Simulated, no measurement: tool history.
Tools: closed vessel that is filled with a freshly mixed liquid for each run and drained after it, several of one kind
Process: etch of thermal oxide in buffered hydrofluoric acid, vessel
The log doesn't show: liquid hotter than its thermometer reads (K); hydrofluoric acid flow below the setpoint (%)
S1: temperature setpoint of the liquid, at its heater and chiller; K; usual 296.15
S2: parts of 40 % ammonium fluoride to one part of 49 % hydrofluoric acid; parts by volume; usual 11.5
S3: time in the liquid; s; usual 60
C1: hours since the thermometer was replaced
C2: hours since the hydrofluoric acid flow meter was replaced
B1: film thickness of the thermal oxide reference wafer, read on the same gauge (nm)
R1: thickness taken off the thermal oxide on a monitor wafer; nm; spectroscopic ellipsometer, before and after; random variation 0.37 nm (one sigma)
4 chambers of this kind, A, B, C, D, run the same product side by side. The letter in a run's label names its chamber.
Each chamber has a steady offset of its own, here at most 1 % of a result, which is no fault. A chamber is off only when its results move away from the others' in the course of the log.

run 1D hour=6.9 | S1=296.15 S2=11.5 S3=60 | C1=2453.8 C2=1039 | B1=39.991 | R1=53.989
run 2C hour=18.1 | S1=296.15 S2=11.5 S3=60 | C1=915.8 C2=262.7 | B1=40.007 | R1=54.187
run 3A hour=27.3 | S1=296.15 S2=11.5 S3=60 | C1=1245 C2=193.4 | B1=40.016 | R1=54.272
run 4B hour=40.1 | S1=296.15 S2=11.5 S3=60 | C1=2247.2 C2=906 | B1=40.014 | R1=54.664
run 5B hour=52 | S1=296.15 S2=11.5 S3=60 | C1=2259.1 C2=917.9 | B1=39.971 | R1=54.5
run 6C hour=61.5 | S1=291.65 S2=11.5 S3=60 | C1=959.2 C2=306.1 | B1=40.017 | R1=42.621
run 7A hour=73.7 | S1=291.65 S2=11.5 S3=60 | C1=1291.4 C2=239.8 | B1=40.009 | R1=42.718
run 8D hour=81.5 | S1=291.65 S2=11.5 S3=60 | C1=2528.4 C2=1113.6 | B1=40.007 | R1=41.881
run 9A hour=94.4 | S1=291.65 S2=11.5 S3=60 | C1=1312.1 C2=260.5 | B1=39.996 | R1=42.372
run 10D hour=104 | S1=296.15 S2=11.5 S3=60 | C1=2550.9 C2=1136.1 | B1=39.983 | R1=54.091
run 11C hour=119.5 | S1=296.15 S2=11.5 S3=60 | C1=1017.2 C2=364.1 | B1=40.01 | R1=54.064
-- hour=122.5 chamber D: hydrofluoric acid flow meter replaced
-- hour=124.4 chamber B: thermometer replaced
run 12B hour=132.8 | S1=296.15 S2=11.5 S3=60 | C1=8.4 C2=998.7 | B1=39.982 | R1=54.84
run 13C hour=146.9 | S1=296.15 S2=11.5 S3=60 | C1=1044.6 C2=391.5 | B1=39.993 | R1=54.539
run 14B hour=156 | S1=296.15 S2=11.5 S3=60 | C1=31.6 C2=1021.9 | B1=39.99 | R1=54.66
run 15A hour=170.1 | S1=296.15 S2=11.5 S3=60 | C1=1387.8 C2=336.2 | B1=39.983 | R1=54.491
-- hour=172.8 chamber D: thermometer replaced
run 16D hour=177.5 | S1=296.15 S2=14.5 S3=80 | C1=4.8 C2=55.1 | B1=40.02 | R1=57.51
run 17B hour=192.6 | S1=296.15 S2=14.5 S3=80 | C1=68.2 C2=1058.5 | B1=40 | R1=58.105
run 18D hour=206.9 | S1=296.15 S2=14.5 S3=80 | C1=34.2 C2=84.5 | B1=40.01 | R1=57.328
run 19A hour=218.2 | S1=296.15 S2=14.5 S3=80 | C1=1435.9 C2=384.3 | B1=39.994 | R1=58.249
run 20C hour=231.1 | S1=296.15 S2=11.5 S3=60 | C1=1128.8 C2=475.7 | B1=40.018 | R1=53.892
run 21A hour=239.7 | S1=296.15 S2=11.5 S3=60 | C1=1457.4 C2=405.8 | B1=40.008 | R1=54.984
-- hour=242.9 chamber B: hydrofluoric acid flow meter replaced
run 22B hour=254.5 | S1=296.15 S2=14.5 S3=60 | C1=130.1 C2=11.6 | B1=39.996 | R1=44.041
run 23D hour=263.6 | S1=296.15 S2=14.5 S3=60 | C1=90.9 C2=141.2 | B1=39.988 | R1=43.163
run 24C hour=272.1 | S1=296.15 S2=14.5 S3=60 | C1=1169.8 C2=516.7 | B1=40.007 | R1=42.363
run 25A hour=279.6 | S1=296.15 S2=14.5 S3=60 | C1=1497.3 C2=445.7 | B1=40.002 | R1=43.209
run 26C hour=288.9 | S1=296.15 S2=11.5 S3=60 | C1=1186.6 C2=533.5 | B1=40.005 | R1=53.116
run 27D hour=299.9 | S1=296.15 S2=11.5 S3=60 | C1=127.2 C2=177.5 | B1=40.019 | R1=54.742
run 28B hour=309 | S1=296.15 S2=11.5 S3=40 | C1=184.6 C2=66.1 | B1=40.005 | R1=36.67
run 29D hour=319.8 | S1=296.15 S2=11.5 S3=40 | C1=147.1 C2=197.4 | B1=39.997 | R1=36.436
run 30B hour=332.7 | S1=296.15 S2=11.5 S3=40 | C1=208.3 C2=89.8 | B1=39.979 | R1=36.787
run 31C hour=339.5 | S1=296.15 S2=11.5 S3=40 | C1=1237.2 C2=584.1 | B1=40.027 | R1=34.848
run 32A hour=351.7 | S1=296.15 S2=11.5 S3=60 | C1=1569.4 C2=517.8 | B1=39.993 | R1=54.502
run 33D hour=362.2 | S1=296.15 S2=11.5 S3=60 | C1=189.5 C2=239.8 | B1=39.995 | R1=54.397
run 34A hour=377 | S1=296.15 S2=11.5 S3=60 | C1=1594.7 C2=543.1 | B1=40.009 | R1=54.276
run 35B hour=388.2 | S1=296.15 S2=11.5 S3=60 | C1=263.8 C2=145.3 | B1=40.002 | R1=55.101
run 36C hour=397.9 | S1=296.15 S2=11.5 S3=60 | C1=1295.6 C2=642.5 | B1=40 | R1=50.889
run 37A hour=409 | S1=296.15 S2=11.5 S3=60 | C1=1626.7 C2=575.1 | B1=40.015 | R1=54.455
run 38D hour=424.2 | S1=296.15 S2=11.5 S3=60 | C1=251.5 C2=301.8 | B1=40.021 | R1=54.695
run 39B hour=431.3 | S1=296.15 S2=11.5 S3=60 | C1=306.9 C2=188.4 | B1=39.998 | R1=55.075
run 40C hour=438.8 | S1=296.15 S2=11.5 S3=60 | C1=1336.5 C2=683.4 | B1=40.014 | R1=50.893
run 41A hour=452.4 | S1=296.15 S2=11.5 S3=60 | C1=1670.1 C2=618.5 | B1=39.996 | R1=54.526
run 42B hour=464.5 | S1=291.65 S2=11.5 S3=75 | C1=340.1 C2=221.6 | B1=40.017 | R1=53.01
run 43D hour=475.3 | S1=291.65 S2=11.5 S3=75 | C1=302.6 C2=352.9 | B1=40.009 | R1=52.188
run 44C hour=483 | S1=291.65 S2=11.5 S3=75 | C1=1380.7 C2=727.6 | B1=39.998 | R1=48.816

Is one chamber off against the others, does the gauge drift, or is nothing wrong? If a chamber is off, say which, and what the likeliest cause is.

Chamber C drifts away from the others.
Cause: hydrofluoric acid flow below the setpoint (%) = 8.46.
The log may not tell that from: liquid colder than its thermometer reads (K).

Here are 4 candidates for chamber C's next run, each the usual settings with a change, their results left as question marks. Which one brings its results back in line with what the others give on the usual settings?
In line means no further than this from the other chambers' mean on the usual settings: R1 1.3 nm
run 45C-1 hour=494.2 | S1=296.15 S2=13.5 S3=60 | R1=?
run 45C-2 hour=494.2 | S1=296.15 S2=11.5 S3=55 | R1=?
run 45C-3 hour=494.2 | S1=296.65 S2=11 S3=65 | R1=?
run 45C-4 hour=494.2 | S1=297.65 S2=11.5 S3=60 | R1=?

The other chambers' mean on the usual settings: R1 54.485 nm
run=45C-1 R1=42.51
run=45C-2 R1=45.622
run=45C-3 R1=57.887
run=45C-4 R1=54.021
45C-4 brings the chamber back in line.
